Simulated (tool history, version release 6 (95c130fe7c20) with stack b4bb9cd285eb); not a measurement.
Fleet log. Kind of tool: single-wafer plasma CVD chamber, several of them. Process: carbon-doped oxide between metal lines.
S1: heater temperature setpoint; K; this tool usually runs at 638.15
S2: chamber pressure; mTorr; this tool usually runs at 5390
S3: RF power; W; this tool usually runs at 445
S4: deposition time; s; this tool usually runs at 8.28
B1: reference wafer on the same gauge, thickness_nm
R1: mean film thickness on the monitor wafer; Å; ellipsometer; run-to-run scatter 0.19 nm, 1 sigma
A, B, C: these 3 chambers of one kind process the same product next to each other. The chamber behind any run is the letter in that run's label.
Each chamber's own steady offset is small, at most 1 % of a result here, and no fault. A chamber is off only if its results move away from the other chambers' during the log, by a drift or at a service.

Run 1A, day 0.558: usual settings; B1 40.707. Result: R1 388.97 Å.
Run 2B, day 1.021: usual settings; B1 40.690. Result: R1 388.65 Å.
Run 3C, day 1.288: usual settings; B1 40.746. Result: R1 394.15 Å.
Run 4B, day 1.704: usual settings; B1 40.668. Result: R1 388.24 Å.
Run 5C, day 2.150: usual settings; B1 40.716. Result: R1 387.78 Å.
Run 6A, day 2.625: usual settings; B1 40.684. Result: R1 390.27 Å.
Run 7A, day 2.971: usual settings; B1 40.690. Result: R1 391.07 Å.
Run 8C, day 3.529: usual settings; B1 40.720. Result: R1 387.49 Å.
Run 9B, day 4.104: usual settings; B1 40.724. Result: R1 391.22 Å.
Run 10C, day 4.488: usual settings; B1 40.677. Result: R1 393.23 Å.
Run 11B, day 4.812: usual settings; B1 40.717. Result: R1 388.93 Å.
Run 12A, day 5.088: usual settings; B1 40.772. Result: R1 384.97 Å.
Run 13A, day 5.354: usual settings; B1 40.716. Result: R1 377.86 Å.
Run 14C, day 5.621: usual settings; B1 40.686. Result: R1 389.19 Å.
Run 15B, day 6.125: usual settings; B1 40.759. Result: R1 388.85 Å.
Run 16A, day 6.496: usual settings; B1 40.716. Result: R1 380.06 Å.
Run 17B, day 6.896: usual settings; B1 40.681. Result: R1 388.54 Å.
Run 18C, day 7.338: usual settings; B1 40.643. Result: R1 390.21 Å.
Run 19C, day 7.612: usual settings but S1 653.15 K, S4 9.59 s; B1 40.701. Result: R1 440.52 Å.
Run 20B, day 8.146: usual settings but S1 653.15 K, S4 9.59 s; B1 40.723. Result: R1 432.41 Å.
Run 21A, day 8.683: usual settings but S1 653.15 K, S4 9.59 s; B1 40.723. Result: R1 412.79 Å.
Run 22C, day 9.200: usual settings; B1 40.665. Result: R1 392.30 Å.

Next, all 3 chambers run the settings below, one line each with question marks for the results. What does each chamber give?
Run 23A, day 9.621: usual settings. Result: R1 ?.
Run 23B, day 9.621: usual settings. Result: R1 ?.
Run 23C, day 9.621: usual settings. Result: R1 ?.

run      R1
23A  364.60
23B  391.46
23C  390.75
